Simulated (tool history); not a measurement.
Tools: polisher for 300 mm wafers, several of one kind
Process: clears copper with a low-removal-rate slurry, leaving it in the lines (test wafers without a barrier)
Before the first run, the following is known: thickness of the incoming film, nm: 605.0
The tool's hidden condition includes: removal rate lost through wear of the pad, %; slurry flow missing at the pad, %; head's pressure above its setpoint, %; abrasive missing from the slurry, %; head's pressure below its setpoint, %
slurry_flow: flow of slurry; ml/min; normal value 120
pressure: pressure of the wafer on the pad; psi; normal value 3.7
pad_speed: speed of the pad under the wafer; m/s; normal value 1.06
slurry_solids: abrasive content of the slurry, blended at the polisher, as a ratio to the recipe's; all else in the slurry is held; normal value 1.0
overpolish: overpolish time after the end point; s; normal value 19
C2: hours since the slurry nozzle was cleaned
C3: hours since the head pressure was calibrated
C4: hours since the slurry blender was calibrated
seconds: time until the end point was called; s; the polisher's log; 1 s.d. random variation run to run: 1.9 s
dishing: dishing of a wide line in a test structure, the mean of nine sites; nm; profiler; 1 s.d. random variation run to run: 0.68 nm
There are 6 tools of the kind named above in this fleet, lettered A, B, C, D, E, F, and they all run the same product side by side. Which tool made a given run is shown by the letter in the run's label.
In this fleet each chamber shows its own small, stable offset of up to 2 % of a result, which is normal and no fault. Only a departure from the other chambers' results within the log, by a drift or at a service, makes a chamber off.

{"run": "1A", "day": 0.4, "slurry_flow": 120, "pressure": 3.7, "pad_speed": 1.06, "slurry_solids": 1.0, "overpolish": 19, "wafers polished on this pad": 410, "C2": 46.5, "C3": 603.4, "C4": 273.7, "seconds": 173.36, "dishing": 46.802}
{"day": 0.446, "done": "chamber A: slurry blender recalibrated"}
{"run": "2B", "day": 0.679, "slurry_flow": 120, "pressure": 3.7, "pad_speed": 1.06, "slurry_solids": 1.0, "overpolish": 19, "wafers polished on this pad": 136, "C2": 501.3, "C3": 783.6, "C4": 35.1, "seconds": 173.52, "dishing": 45.946}
{"run": "3E", "day": 1.1, "slurry_flow": 120, "pressure": 3.7, "pad_speed": 1.06, "slurry_solids": 1.0, "overpolish": 19, "wafers polished on this pad": 328, "C2": 360.1, "C3": 187.1, "C4": 91.6, "seconds": 174.67, "dishing": 47.063}
{"day": 1.329, "done": "chamber E: slurry blender recalibrated"}
{"day": 1.408, "done": "chamber B: slurry nozzle cleaned"}
{"run": "4D", "day": 1.679, "slurry_flow": 120, "pressure": 3.7, "pad_speed": 1.06, "slurry_solids": 1.0, "overpolish": 19, "wafers polished on this pad": 827, "C2": 782.7, "C3": 816.5, "C4": 465.5, "seconds": 172.75, "dishing": 47.133}
{"run": "5F", "day": 2.142, "slurry_flow": 120, "pressure": 3.7, "pad_speed": 1.06, "slurry_solids": 1.0, "overpolish": 19, "wafers polished on this pad": 1168, "C2": 339.3, "C3": 227.9, "C4": 198.3, "seconds": 172.46, "dishing": 47.797}
{"day": 2.212, "done": "chamber D: slurry blender recalibrated"}
{"run": "6C", "day": 2.571, "slurry_flow": 120, "pressure": 3.7, "pad_speed": 1.06, "slurry_solids": 1.0, "overpolish": 19, "wafers polished on this pad": 1375, "C2": 87.1, "C3": 196.3, "C4": 297.5, "seconds": 169.87, "dishing": 47.41}
{"run": "7E", "day": 2.875, "slurry_flow": 120, "pressure": 3.7, "pad_speed": 1.06, "slurry_solids": 1.0, "overpolish": 19, "wafers polished on this pad": 527, "C2": 402.7, "C3": 229.7, "C4": 37.1, "seconds": 170.73, "dishing": 46.209}
{"day": 2.958, "done": "chamber C: slurry blender recalibrated"}
{"day": 3.375, "done": "chamber C: worn pad replaced by a new one"}
{"run": "8F", "day": 3.471, "slurry_flow": 120, "pressure": 3.7, "pad_speed": 1.06, "slurry_solids": 1.0, "overpolish": 19, "wafers polished on this pad": 1317, "C2": 371.2, "C3": 259.8, "C4": 230.2, "seconds": 174.97, "dishing": 47.277}
{"run": "9A", "day": 4.0, "slurry_flow": 120, "pressure": 3.7, "pad_speed": 1.06, "slurry_solids": 1.0, "overpolish": 19, "wafers polished on this pad": 814, "C2": 132.9, "C3": 689.8, "C4": 85.4, "seconds": 172.32, "dishing": 47.849}
{"day": 4.217, "done": "chamber D: worn pad replaced by a new one"}
{"run": "10B", "day": 4.325, "slurry_flow": 120, "pressure": 3.7, "pad_speed": 1.06, "slurry_solids": 1.0, "overpolish": 19, "wafers polished on this pad": 545, "C2": 70.0, "C3": 871.1, "C4": 122.6, "seconds": 175.04, "dishing": 46.729}
{"day": 4.592, "done": "chamber A: worn pad replaced by a new one"}
{"run": "11C", "day": 4.633, "slurry_flow": 120, "pressure": 3.7, "pad_speed": 1.06, "slurry_solids": 1.0, "overpolish": 19, "wafers polished on this pad": 141, "C2": 136.6, "C3": 245.8, "C4": 40.2, "seconds": 168.05, "dishing": 47.833}
{"day": 4.846, "done": "chamber F: slurry blender recalibrated"}
{"day": 5.05, "done": "chamber E: slurry blender recalibrated"}
{"run": "12D", "day": 5.183, "slurry_flow": 120, "pressure": 3.7, "pad_speed": 1.06, "slurry_solids": 1.0, "overpolish": 19, "wafers polished on this pad": 108, "C2": 866.8, "C3": 900.6, "C4": 71.4, "seconds": 169.98, "dishing": 47.992}
{"day": 5.25, "done": "chamber F: worn pad replaced by a new one"}
{"day": 5.546, "done": "chamber E: slurry nozzle cleaned"}
{"run": "13C", "day": 5.658, "slurry_flow": 120, "pressure": 3.7, "pad_speed": 1.06, "slurry_solids": 1.0, "overpolish": 19, "wafers polished on this pad": 256, "C2": 161.2, "C3": 270.4, "C4": 64.8, "seconds": 169.17, "dishing": 48.163}
{"run": "14D", "day": 6.162, "slurry_flow": 120, "pressure": 3.7, "pad_speed": 1.06, "slurry_solids": 1.0, "overpolish": 19, "wafers polished on this pad": 218, "C2": 890.3, "C3": 924.1, "C4": 94.9, "seconds": 171.75, "dishing": 47.369}
{"day": 6.208, "done": "chamber D: slurry nozzle cleaned"}
{"run": "15F", "day": 6.725, "slurry_flow": 120, "pressure": 3.7, "pad_speed": 1.06, "slurry_solids": 1.0, "overpolish": 19, "wafers polished on this pad": 165, "C2": 449.3, "C3": 337.9, "C4": 45.2, "seconds": 175.64, "dishing": 45.557}
{"run": "16B", "day": 7.117, "slurry_flow": 120, "pressure": 3.7, "pad_speed": 1.06, "slurry_solids": 1.0, "overpolish": 19, "wafers polished on this pad": 858, "C2": 137.0, "C3": 938.1, "C4": 189.6, "seconds": 168.12, "dishing": 48.194}
{"day": 7.204, "done": "chamber E: worn pad replaced by a new one"}
{"day": 7.421, "done": "chamber B: slurry blender recalibrated"}
{"run": "17E", "day": 7.508, "slurry_flow": 85, "pressure": 3.7, "pad_speed": 1.38, "slurry_solids": 1.0, "overpolish": 19, "wafers polished on this pad": 34, "C2": 47.2, "C3": 340.9, "C4": 59.1, "seconds": 144.4, "dishing": 54.707}
{"day": 7.717, "done": "chamber B: worn pad replaced by a new one"}
{"day": 7.858, "done": "chamber B: head pressure recalibrated"}
{"run": "18A", "day": 7.921, "slurry_flow": 85, "pressure": 3.7, "pad_speed": 1.38, "slurry_solids": 1.0, "overpolish": 19, "wafers polished on this pad": 373, "C2": 227.0, "C3": 783.9, "C4": 179.5, "seconds": 143.4, "dishing": 54.891}
{"day": 8.167, "done": "chamber E: head pressure recalibrated"}
{"run": "19E", "day": 8.212, "slurry_flow": 85, "pressure": 3.7, "pad_speed": 1.38, "slurry_solids": 1.0, "overpolish": 19, "wafers polished on this pad": 113, "C2": 64.1, "C3": 1.1, "C4": 76.0, "seconds": 146.43, "dishing": 54.932}
{"run": "20C", "day": 8.508, "slurry_flow": 85, "pressure": 3.7, "pad_speed": 1.38, "slurry_solids": 1.0, "overpolish": 19, "wafers polished on this pad": 575, "C2": 229.6, "C3": 338.8, "C4": 133.2, "seconds": 141.02, "dishing": 53.897}
{"run": "21F", "day": 9.071, "slurry_flow": 85, "pressure": 3.7, "pad_speed": 1.38, "slurry_solids": 1.0, "overpolish": 19, "wafers polished on this pad": 428, "C2": 505.6, "C3": 394.2, "C4": 101.5, "seconds": 152.85, "dishing": 51.624}
{"day": 9.358, "done": "chamber E: slurry blender recalibrated"}
{"run": "22A", "day": 9.408, "slurry_flow": 85, "pressure": 3.7, "pad_speed": 1.38, "slurry_solids": 1.0, "overpolish": 19, "wafers polished on this pad": 540, "C2": 262.7, "C3": 819.6, "C4": 215.2, "seconds": 146.6, "dishing": 54.196}
{"run": "23B", "day": 10.008, "slurry_flow": 120, "pressure": 3.7, "pad_speed": 1.06, "slurry_solids": 1.0, "overpolish": 19, "wafers polished on this pad": 257, "C2": 206.4, "C3": 51.7, "C4": 62.1, "seconds": 171.58, "dishing": 47.489}
{"day": 10.3, "done": "chamber D: head pressure recalibrated"}
{"run": "24D", "day": 10.338, "slurry_flow": 120, "pressure": 3.7, "pad_speed": 1.06, "slurry_solids": 1.0, "overpolish": 19, "wafers polished on this pad": 686, "C2": 99.2, "C3": 0.9, "C4": 195.1, "seconds": 172.52, "dishing": 47.167}
{"run": "25D", "day": 10.696, "slurry_flow": 120, "pressure": 3.7, "pad_speed": 1.06, "slurry_solids": 1.0, "overpolish": 19, "wafers polished on this pad": 726, "C2": 107.8, "C3": 9.5, "C4": 203.7, "seconds": 172.79, "dishing": 47.897}
{"day": 10.929, "done": "chamber A: slurry blender recalibrated"}
{"run": "26F", "day": 11.258, "slurry_flow": 120, "pressure": 3.7, "pad_speed": 1.06, "slurry_solids": 1.0, "overpolish": 19, "wafers polished on this pad": 674, "C2": 558.1, "C3": 446.7, "C4": 154.0, "seconds": 183.38, "dishing": 44.466}
{"run": "27E", "day": 11.746, "slurry_flow": 120, "pressure": 4.5, "pad_speed": 1.06, "slurry_solids": 1.0, "overpolish": 19, "wafers polished on this pad": 509, "C2": 148.9, "C3": 85.9, "C4": 57.4, "seconds": 140.43, "dishing": 56.925}
{"run": "28C", "day": 12.029, "slurry_flow": 120, "pressure": 4.5, "pad_speed": 1.06, "slurry_solids": 1.0, "overpolish": 19, "wafers polished on this pad": 970, "C2": 314.1, "C3": 423.3, "C4": 217.7, "seconds": 139.61, "dishing": 56.09}
{"day": 12.162, "done": "chamber C: slurry nozzle cleaned"}
{"run": "29A", "day": 12.317, "slurry_flow": 120, "pressure": 4.5, "pad_speed": 1.06, "slurry_solids": 1.0, "overpolish": 19, "wafers polished on this pad": 866, "C2": 332.5, "C3": 889.4, "C4": 33.3, "seconds": 141.29, "dishing": 56.15}
{"run": "30B", "day": 12.838, "slurry_flow": 120, "pressure": 4.5, "pad_speed": 1.06, "slurry_solids": 1.0, "overpolish": 19, "wafers polished on this pad": 574, "C2": 274.3, "C3": 119.6, "C4": 130.0, "seconds": 139.03, "dishing": 56.379}
{"day": 13.321, "done": "chamber A: worn pad replaced by a new one"}
{"run": "31B", "day": 13.429, "slurry_flow": 120, "pressure": 4.5, "pad_speed": 1.06, "slurry_solids": 1.0, "overpolish": 19, "wafers polished on this pad": 640, "C2": 288.5, "C3": 133.8, "C4": 144.2, "seconds": 139.89, "dishing": 55.71}
{"day": 13.462, "done": "chamber C: slurry blender recalibrated"}
{"day": 13.65, "done": "chamber E: slurry blender recalibrated"}
{"run": "32C", "day": 13.892, "slurry_flow": 120, "pressure": 4.5, "pad_speed": 1.06, "slurry_solids": 1.0, "overpolish": 19, "wafers polished on this pad": 1179, "C2": 41.5, "C3": 468.0, "C4": 10.3, "seconds": 138.17, "dishing": 56.739}
{"day": 14.162, "done": "chamber D: worn pad replaced by a new one"}
{"run": "33E", "day": 14.479, "slurry_flow": 120, "pressure": 3.7, "pad_speed": 1.06, "slurry_solids": 1.0, "overpolish": 19, "wafers polished on this pad": 816, "C2": 214.5, "C3": 151.5, "C4": 19.9, "seconds": 171.41, "dishing": 46.847}
{"run": "34A", "day": 14.796, "slurry_flow": 120, "pressure": 3.7, "pad_speed": 1.06, "slurry_solids": 1.0, "overpolish": 9, "wafers polished on this pad": 165, "C2": 392.0, "C3": 948.9, "C4": 92.8, "seconds": 169.77, "dishing": 23.915}
{"day": 14.933, "done": "chamber B: slurry blender recalibrated"}
{"day": 15.042, "done": "chamber A: head pressure recalibrated"}
{"day": 15.05, "done": "chamber C: worn pad replaced by a new one"}
{"day": 15.212, "done": "chamber E: worn pad replaced by a new one"}
{"run": "35F", "day": 15.221, "slurry_flow": 120, "pressure": 3.7, "pad_speed": 1.06, "slurry_solids": 1.0, "overpolish": 9, "wafers polished on this pad": 1118, "C2": 653.2, "C3": 541.8, "C4": 249.1, "seconds": 187.37, "dishing": 22.233}
{"run": "36D", "day": 15.562, "slurry_flow": 120, "pressure": 3.7, "pad_speed": 1.06, "slurry_solids": 1.0, "overpolish": 9, "wafers polished on this pad": 157, "C2": 224.6, "C3": 126.3, "C4": 320.5, "seconds": 168.06, "dishing": 23.909}
{"run": "37C", "day": 16.058, "slurry_flow": 120, "pressure": 3.7, "pad_speed": 1.06, "slurry_solids": 1.0, "overpolish": 9, "wafers polished on this pad": 113, "C2": 93.5, "C3": 520.0, "C4": 62.3, "seconds": 166.37, "dishing": 24.631}
{"run": "38B", "day": 16.421, "slurry_flow": 120, "pressure": 3.7, "pad_speed": 1.06, "slurry_solids": 1.0, "overpolish": 9, "wafers polished on this pad": 976, "C2": 360.3, "C3": 205.6, "C4": 35.8, "seconds": 170.24, "dishing": 23.785}
{"run": "39A", "day": 16.812, "slurry_flow": 120, "pressure": 3.7, "pad_speed": 1.06, "slurry_solids": 1.0, "overpolish": 9, "wafers polished on this pad": 391, "C2": 440.4, "C3": 42.5, "C4": 141.2, "seconds": 172.0, "dishing": 23.198}
{"day": 16.858, "done": "chamber F: worn pad replaced by a new one"}
{"run": "40D", "day": 17.275, "slurry_flow": 120, "pressure": 3.7, "pad_speed": 1.06, "slurry_solids": 1.0, "overpolish": 19, "wafers polished on this pad": 349, "C2": 265.7, "C3": 167.4, "C4": 361.6, "seconds": 172.15, "dishing": 46.262}
{"run": "41F", "day": 17.621, "slurry_flow": 120, "pressure": 3.7, "pad_speed": 1.06, "slurry_solids": 1.0, "overpolish": 19, "wafers polished on this pad": 85, "C2": 710.8, "C3": 599.4, "C4": 306.7, "seconds": 190.47, "dishing": 41.551}
{"run": "42E", "day": 18.025, "slurry_flow": 120, "pressure": 3.7, "pad_speed": 1.06, "slurry_solids": 1.0, "overpolish": 19, "wafers polished on this pad": 315, "C2": 299.6, "C3": 236.6, "C4": 105.0, "seconds": 176.04, "dishing": 48.119}
{"day": 18.096, "done": "chamber E: slurry blender recalibrated"}
{"run": "43E", "day": 18.462, "slurry_flow": 120, "pressure": 3.7, "pad_speed": 1.06, "slurry_solids": 1.0, "overpolish": 19, "wafers polished on this pad": 364, "C2": 310.1, "C3": 247.1, "C4": 8.9, "seconds": 173.13, "dishing": 46.476}
{"run": "44C", "day": 18.792, "slurry_flow": 120, "pressure": 3.7, "pad_speed": 1.06, "slurry_solids": 1.0, "overpolish": 19, "wafers polished on this pad": 419, "C2": 159.1, "C3": 585.6, "C4": 127.9, "seconds": 164.74, "dishing": 47.5}

One chamber off, gauge drift, or nothing amiss beyond the chambers' own small offsets? If it is a chamber, which one, and what is the likeliest cause?

Chamber F drifts away from the others.
What lies behind it: slurry flow missing at the pad, % = 40.7.
It could be hard to tell apart here from: head's pressure below its setpoint, %.

Below are 4 candidate recipes for chamber F's next run, each the usual settings with a change, their results shown as question marks. Which of them brings F's results back in line with what the other chambers give on the usual settings?
In line means no further than this from the other chambers' mean on the usual settings: seconds 6.60 s; dishing 2.400 nm
{"run": "45F-1", "day": 19.233, "slurry_flow": 120, "pressure": 3.5, "pad_speed": 0.98, "slurry_solids": 1.0, "overpolish": 19, "seconds": "?", "dishing": "?"}
{"run": "45F-2", "day": 19.233, "slurry_flow": 120, "pressure": 3.6, "pad_speed": 1.04, "slurry_solids": 1.0, "overpolish": 19, "seconds": "?", "dishing": "?"}
{"run": "45F-3", "day": 19.233, "slurry_flow": 120, "pressure": 3.8, "pad_speed": 1.08, "slurry_solids": 1.0, "overpolish": 19, "seconds": "?", "dishing": "?"}
{"run": "45F-4", "day": 19.233, "slurry_flow": 120, "pressure": 3.9, "pad_speed": 1.14, "slurry_solids": 1.0, "overpolish": 19, "seconds": "?", "dishing": "?"}

The mean the other chambers reach with the usual settings: seconds 171.36 s; dishing 47.195 nm
run=45F-1 seconds=225.39 dishing=37.337
run=45F-2 seconds=206.45 dishing=40.452
run=45F-3 seconds=188.26 dishing=44.027
run=45F-4 seconds=173.75 dishing=47.322
The answer is 45F-4, which returns the chamber to within the allowed miss of the others.

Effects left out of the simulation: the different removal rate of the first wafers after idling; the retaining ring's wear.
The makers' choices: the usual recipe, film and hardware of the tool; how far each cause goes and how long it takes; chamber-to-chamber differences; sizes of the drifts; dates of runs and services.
